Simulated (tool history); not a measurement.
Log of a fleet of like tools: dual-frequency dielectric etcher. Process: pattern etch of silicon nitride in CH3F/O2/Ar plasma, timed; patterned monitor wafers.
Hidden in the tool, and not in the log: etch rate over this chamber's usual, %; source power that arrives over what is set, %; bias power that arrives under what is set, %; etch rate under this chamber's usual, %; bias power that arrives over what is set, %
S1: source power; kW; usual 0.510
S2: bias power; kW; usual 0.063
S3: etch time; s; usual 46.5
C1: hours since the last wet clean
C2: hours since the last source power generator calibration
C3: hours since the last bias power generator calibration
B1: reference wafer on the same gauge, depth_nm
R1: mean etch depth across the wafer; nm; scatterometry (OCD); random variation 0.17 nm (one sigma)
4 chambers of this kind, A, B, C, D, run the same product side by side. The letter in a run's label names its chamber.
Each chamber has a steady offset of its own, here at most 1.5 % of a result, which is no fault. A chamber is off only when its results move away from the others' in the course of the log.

run   hour     S1     S2    S3     C1      C2      C3      B1      R1
 1A    7.7  0.510  0.063  46.5  298.9  1010.3  1337.6  34.599  34.256
 2B   20.6  0.510  0.063  46.5  392.2   420.2  1407.6  34.586  34.269
 3C   34.7  0.510  0.063  46.5  288.8  1545.5    92.3  34.589  34.545
 4D   43.0  0.510  0.063  46.5  257.5   287.0   189.8  34.609  34.233
 5C   58.0  0.510  0.063  46.5  312.1  1568.8   115.6  34.614  34.662
 6B   72.7  0.510  0.063  46.5  444.3   472.3  1459.7  34.631  34.280
 7D   80.0  0.510  0.063  46.5  294.5   324.0   226.8  34.639  34.427
      86.9  -- chamber B: wet clean of the chamber
 8A   92.4  0.510  0.063  46.5  383.6  1095.0  1422.3  34.612  34.081
 9B  101.5  0.510  0.063  46.5   14.7   501.1  1488.5  34.590  34.259
10A  109.4  0.510  0.063  46.5  400.6  1112.0  1439.3  34.604  34.249
11C  121.9  0.510  0.063  46.5  376.0  1632.7   179.5  34.620  34.497
12D  130.2  0.510  0.063  46.5  344.7   374.2   277.0  34.603  34.547
13C  140.7  0.510  0.063  46.5  394.8  1651.5   198.3  34.575  34.498
14D  150.0  0.510  0.063  46.5  364.5   394.0   296.8  34.590  34.376
15B  157.0  0.510  0.063  46.5   70.2   556.6  1544.0  34.613  34.255
16A  166.5  0.510  0.063  46.5  457.7  1169.1  1496.4  34.589  34.155
     174.2  -- chamber C: wet clean of the chamber
17D  174.5  0.510  0.063  46.5  389.0   418.5   321.3  34.580  34.138
18B  183.1  0.510  0.063  46.5   96.3   582.7  1570.1  34.622  34.326
19A  193.1  0.510  0.063  46.5  484.3  1195.7  1523.0  34.598  34.255
20C  204.5  0.510  0.063  46.5   30.3  1715.3   262.1  34.566  34.438
21A  212.7  0.510  0.063  46.5  503.9  1215.3  1542.6  34.572  34.327
22C  224.2  0.510  0.063  46.5   50.0  1735.0   281.8  34.597  34.476
     229.2  -- chamber A: wet clean of the chamber
     229.9  -- chamber D: wet clean of the chamber
23B  236.4  0.510  0.069  58.0  149.6   636.0  1623.4  34.633  43.825
24D  244.5  0.510  0.069  58.0   14.6   488.5   391.3  34.594  44.478
25C  254.2  0.510  0.069  58.0   80.0  1765.0   311.8  34.596  44.603
26B  262.1  0.510  0.069  58.0  175.3   661.7  1649.1  34.581  44.117
27D  270.7  0.510  0.063  46.5   40.8   514.7   417.5  34.646  34.746
28A  280.7  0.510  0.063  46.5   51.6  1283.3  1610.6  34.567  34.244
29D  296.5  0.510  0.063  46.5   66.6   540.5   443.3  34.619  34.372
30A  303.6  0.510  0.063  46.5   74.5  1306.2  1633.5  34.617  34.228
31C  313.5  0.510  0.063  46.5  139.3  1824.3   371.1  34.600  34.493

Next, every chamber runs the same settings. What will each give?
32A  325.1  0.510  0.063  58.0                   ?
32B  325.1  0.510  0.063  58.0                   ?
32C  325.1  0.510  0.063  58.0                   ?
32D  325.1  0.510  0.063  58.0                   ?

run      R1
32A  42.915
32B  42.815
32C  43.200
32D  43.058
